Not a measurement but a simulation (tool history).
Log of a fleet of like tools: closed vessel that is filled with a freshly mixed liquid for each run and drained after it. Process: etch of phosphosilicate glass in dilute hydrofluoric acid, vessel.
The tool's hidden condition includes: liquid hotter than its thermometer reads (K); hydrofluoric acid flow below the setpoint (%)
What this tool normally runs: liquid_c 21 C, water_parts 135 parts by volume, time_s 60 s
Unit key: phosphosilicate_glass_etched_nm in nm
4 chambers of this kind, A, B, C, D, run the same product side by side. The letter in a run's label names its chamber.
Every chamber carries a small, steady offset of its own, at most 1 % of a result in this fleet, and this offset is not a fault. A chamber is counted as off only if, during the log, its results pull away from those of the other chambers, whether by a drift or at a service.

run	hour	liquid_c	water_parts	time_s	hours since the thermometer was replaced	hours since the hydrofluoric acid flow meter was replaced	read-back film thickness of the phosphosilicate glass reference wafer, read on the same gauge (nm)	phosphosilicate_glass_etched_nm
1B	6.5	21	135	60	564.6	154.5	79.998	27.408
2D	18.4	21	135	60	334.1	1495	79.979	27.546
3C	26.1	21	135	60	360.1	213.9	79.988	27.495
4A	32.6	21	135	60	653.7	155.9	79.989	27.341
5C	43.1	21	135	60	377.1	230.9	79.995	27.561
6A	54.2	21	135	60	675.3	177.5	80.008	27.267
7D	66.3	23.5	135	60	382	1542.9	80.035	30.56
8B	75.8	23.5	135	60	633.9	223.8	80.038	30.286
9C	81.9	23.5	135	60	415.9	269.7	80.012	30.791
10A	89.6	23.5	135	60	710.7	212.9	80.014	29.803
11B	100.4	21	135	60	658.5	248.4	80.027	27.711
12D	110.3	21	135	60	426	1586.9	79.974	27.424
13D	117.9	21	135	60	433.6	1594.5	79.978	27.361
# hour 118.5: chamber C: thermometer replaced
14B	129.4	21	135	60	687.5	277.4	80.009	27.608
15C	135.7	21	160	60	17.3	323.5	79.985	22.87
16A	146.9	21	160	60	768	270.2	79.982	22.324
17B	156.4	21	160	60	714.5	304.4	80.008	23.088
18C	162	21	160	60	43.6	349.8	79.968	22.765
# hour 169.3: chamber D: thermometer replaced
19A	173.8	21	100	35	794.9	297.1	79.994	22.322
20D	181.4	21	100	35	12.1	1658	80.003	22.284
21C	187	21	100	35	68.6	374.8	80.038	22.902
22B	193.2	21	100	35	751.3	341.2	79.963	23.306
23D	203.2	21	135	60	33.9	1679.8	79.951	27.62
24A	212.3	21	135	60	833.4	335.6	79.986	27.472
25C	224.2	21	135	60	105.8	412	80.002	27.757

Does one chamber stand apart from the rest, does the shared gauge drift, or is all well apart from small per-chamber offsets? Give the chamber and the most likely cause, where there is one.

Chamber B drifts away from the others.
Cause: liquid hotter than its thermometer reads (K) = 1.19.
The log may not separate it from: hydrofluoric acid flow above the setpoint (%).

Which of the 4 candidates below, each the usual settings with something changed and its results left as question marks, puts chamber B back in line with what the other chambers give on the usual settings?
Allowed miss from the other chambers' usual-settings mean, per result, to count as in line: phosphosilicate_glass_etched_nm 0.46 nm
26B-1	233.3	21	140	60				?
26B-2	233.3	21	130	60				?
26B-3	233.3	19	135	60				?
26B-4	233.3	23	135	60				?

Other chambers, usual settings, mean: phosphosilicate_glass_etched_nm 27.515 nm
run	phosphosilicate_glass_etched_nm
26B-1	27.577
26B-2	30.012
26B-3	26.586
26B-4	31.041
26B-1 brings the chamber back in line.

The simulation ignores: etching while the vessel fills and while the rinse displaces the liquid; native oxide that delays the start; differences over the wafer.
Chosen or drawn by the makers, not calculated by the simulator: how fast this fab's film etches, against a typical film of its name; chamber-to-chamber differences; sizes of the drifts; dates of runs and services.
